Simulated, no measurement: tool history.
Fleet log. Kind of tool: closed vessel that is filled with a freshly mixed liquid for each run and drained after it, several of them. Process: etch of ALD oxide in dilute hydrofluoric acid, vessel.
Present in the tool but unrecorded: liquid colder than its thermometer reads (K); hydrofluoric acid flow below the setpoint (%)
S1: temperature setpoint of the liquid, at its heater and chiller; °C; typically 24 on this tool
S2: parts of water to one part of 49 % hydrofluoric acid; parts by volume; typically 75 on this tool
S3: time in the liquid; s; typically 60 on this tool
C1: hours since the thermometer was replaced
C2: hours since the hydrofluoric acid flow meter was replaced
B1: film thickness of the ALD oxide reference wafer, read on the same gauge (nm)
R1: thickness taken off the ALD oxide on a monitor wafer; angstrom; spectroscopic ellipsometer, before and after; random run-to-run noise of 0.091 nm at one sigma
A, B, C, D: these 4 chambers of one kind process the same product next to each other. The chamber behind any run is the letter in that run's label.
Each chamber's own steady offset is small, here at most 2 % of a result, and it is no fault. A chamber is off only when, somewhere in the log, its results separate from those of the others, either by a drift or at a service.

Run 1C, hour 14.3: usual settings; C1 987.1; C2 534.1; B1 80.021. Result: R1 145.77 angstrom.
Run 2D, hour 25: usual settings; C1 689.7; C2 459.2; B1 80.025. Result: R1 147.47 angstrom.
Run 3B, hour 41.5: usual settings; C1 620.4; C2 2042.4; B1 80.029. Result: R1 146.63 angstrom.
Run 4A, hour 51.3: usual settings; C1 525.5; C2 462.7; B1 80.019. Result: R1 147.02 angstrom.
Run 5A, hour 61.7: usual settings; C1 535.9; C2 473.1; B1 80.003. Result: R1 144.88 angstrom.
Run 6C, hour 71.1: usual settings; C1 1043.9; C2 590.9; B1 79.984. Result: R1 145.82 angstrom.
Run 7D, hour 80.7: usual settings; C1 745.4; C2 514.9; B1 80.004. Result: R1 148.76 angstrom.
Run 8B, hour 95.1: usual settings but S1 21.5 °C, S3 90 s; C1 674; C2 2096; B1 80.027. Result: R1 197.12 angstrom.
Run 9A, hour 108: usual settings but S1 21.5 °C, S3 90 s; C1 582.2; C2 519.4; B1 79.995. Result: R1 197.62 angstrom.
Run 10D, hour 116: usual settings but S1 21.5 °C, S3 90 s; C1 780.7; C2 550.2; B1 79.971. Result: R1 201.25 angstrom.
Run 11C, hour 130: usual settings but S1 21.5 °C, S3 90 s; C1 1102.8; C2 649.8; B1 79.994. Result: R1 199.29 angstrom.
At hour 141.6: chamber B: hydrofluoric acid flow meter replaced.
Run 12B, hour 142.3: usual settings; C1 721.2; C2 0.8; B1 80. Result: R1 146.01 angstrom.
Run 13A, hour 150.9: usual settings; C1 625.1; C2 562.3; B1 80.025. Result: R1 145.76 angstrom.
Run 14B, hour 165.4: usual settings; C1 744.3; C2 23.9; B1 79.992. Result: R1 146.72 angstrom.
Run 15D, hour 180.3: usual settings; C1 845; C2 614.5; B1 79.991. Result: R1 147.71 angstrom.
At hour 189.3: chamber D: thermometer replaced.
Run 16C, hour 194.4: usual settings but S1 19.5 °C, S3 90 s; C1 1167.2; C2 714.2; B1 79.989. Result: R1 182.21 angstrom.
Run 17B, hour 208: usual settings but S1 19.5 °C, S3 90 s; C1 786.9; C2 66.5; B1 79.991. Result: R1 182.94 angstrom.
At hour 216.3: chamber C: thermometer replaced.
Run 18D, hour 216.7: usual settings but S1 19.5 °C, S3 90 s; C1 27.5; C2 650.9; B1 79.993. Result: R1 184.16 angstrom.
Run 19C, hour 226.9: usual settings but S1 19.5 °C, S3 90 s; C1 10.7; C2 746.7; B1 80.012. Result: R1 183.48 angstrom.
Run 20A, hour 242.5: usual settings; C1 716.7; C2 653.9; B1 80.026. Result: R1 145.04 angstrom.
Run 21D, hour 257.4: usual settings; C1 68.2; C2 691.6; B1 80.032. Result: R1 148.46 angstrom.
Run 22B, hour 264.6: usual settings but S2 90 parts by volume; C1 843.5; C2 123.1; B1 80.001. Result: R1 118.66 angstrom.
Run 23A, hour 273.2: usual settings but S2 90 parts by volume; C1 747.4; C2 684.6; B1 80.003. Result: R1 117.06 angstrom.
Run 24C, hour 287: usual settings but S2 90 parts by volume; C1 70.8; C2 806.8; B1 79.967. Result: R1 119.03 angstrom.
At hour 289.3: chamber C: hydrofluoric acid flow meter replaced.
Run 25D, hour 302.9: usual settings but S2 90 parts by volume; C1 113.7; C2 737.1; B1 79.978. Result: R1 121.7 angstrom.
Run 26C, hour 314.8: usual settings; C1 98.6; C2 25.6; B1 79.999. Result: R1 148.26 angstrom.
Run 27A, hour 327.3: usual settings; C1 801.5; C2 738.7; B1 80.032. Result: R1 142.68 angstrom.
Run 28B, hour 340.1: usual settings; C1 919; C2 198.6; B1 80.01. Result: R1 144.25 angstrom.

Decide between three cases: one chamber stands off from its peers, the gauge reading all wafers drifts, or nothing is wrong past each chamber's small offset. Where a chamber is off, say which and what most likely put it there.

Little by little, chamber A moves away from the other chambers.
Cause: liquid colder than its thermometer reads (K) = 0.859.
The log might look much the same if the cause were instead: hydrofluoric acid flow below the setpoint (%).

Which of the 4 candidates below, each the usual settings with something changed and its results left as question marks, puts chamber A back in line with what the other chambers give on the usual settings?
Counts as in line when no further than this from what the other chambers average on the usual settings: R1 3.2 angstrom
Run 29A-1, hour 351.9: usual settings but S2 80 parts by volume. Result: R1 ?.
Run 29A-2, hour 351.9: usual settings but S1 23 °C. Result: R1 ?.
Run 29A-3, hour 351.9: usual settings but S2 70 parts by volume. Result: R1 ?.
Run 29A-4, hour 351.9: usual settings but S1 25 °C. Result: R1 ?.

The other chambers' mean on the usual settings: R1 147.1 angstrom
  run      R1
29A-1  132.49
29A-2   136.5
29A-3  153.42
29A-4  148.25
29A-4 is the one that brings the chamber's results back in line with the other chambers.
